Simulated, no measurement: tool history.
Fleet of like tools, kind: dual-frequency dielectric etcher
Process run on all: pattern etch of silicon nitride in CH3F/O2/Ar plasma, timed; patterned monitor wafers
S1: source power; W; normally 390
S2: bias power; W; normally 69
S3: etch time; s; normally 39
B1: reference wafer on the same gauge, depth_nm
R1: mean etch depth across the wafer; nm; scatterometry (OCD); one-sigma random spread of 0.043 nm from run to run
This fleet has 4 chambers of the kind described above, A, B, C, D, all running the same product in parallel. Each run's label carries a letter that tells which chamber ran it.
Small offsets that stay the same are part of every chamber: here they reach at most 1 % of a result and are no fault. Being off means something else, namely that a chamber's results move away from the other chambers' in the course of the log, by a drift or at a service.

run	hour	S1	S2	S3	B1	R1
1B	3.6	390	69	39	27.598	26.650
2A	7.4	390	69	39	27.614	26.682
3C	12.8	390	69	39	27.604	26.581
4D	16.9	390	69	39	27.617	26.652
5A	20.2	390	69	39	27.633	26.611
6B	26.8	390	69	39	27.622	26.576
7C	31.8	390	69	39	27.637	26.576
8D	36.9	390	53	31	27.636	19.437
9B	42.1	390	53	31	27.638	19.440
10C	49.1	390	53	31	27.666	19.280
11D	54.2	390	53	31	27.661	19.468
# hour 57.5: chamber A: wet clean of the chamber
12A	59.5	310	69	39	27.677	24.434
13A	63.3	310	69	39	27.674	24.397
14C	67.9	310	69	39	27.671	24.340
15D	73.3	310	69	39	27.676	24.493
16B	79.9	390	69	39	27.679	26.675
17A	83.1	390	69	39	27.696	26.619
18B	86.6	390	69	39	27.701	26.715
19D	93.6	390	69	39	27.706	26.830
20C	99.3	390	69	39	27.722	26.557
21B	102.6	390	69	39	27.709	26.696
22C	107.6	390	69	39	27.712	26.620
23A	111.6	440	77	39	27.720	29.010
24D	118.0	440	77	39	27.735	29.118
25D	122.6	440	77	39	27.748	29.032
26C	127.8	440	77	39	27.748	29.074
27B	132.9	390	69	39	27.743	26.786
28A	137.3	390	69	39	27.754	26.793
29D	142.3	390	69	39	27.760	26.706
30A	147.4	390	69	39	27.769	26.744
31C	154.4	390	69	39	27.781	26.616
32B	159.1	390	69	39	27.777	26.745
33B	162.7	390	69	39	27.771	26.794

Has any chamber moved away from the others, gradually or after a service, or does the common gauge drift, or do the chambers differ only by their own small steady offsets? State the chamber and the most likely cause if one applies.

The shared gauge is drifting. All chambers look as if they move in step, but none is off.
Likeliest cause: gauge reads high (%) = 0.666.
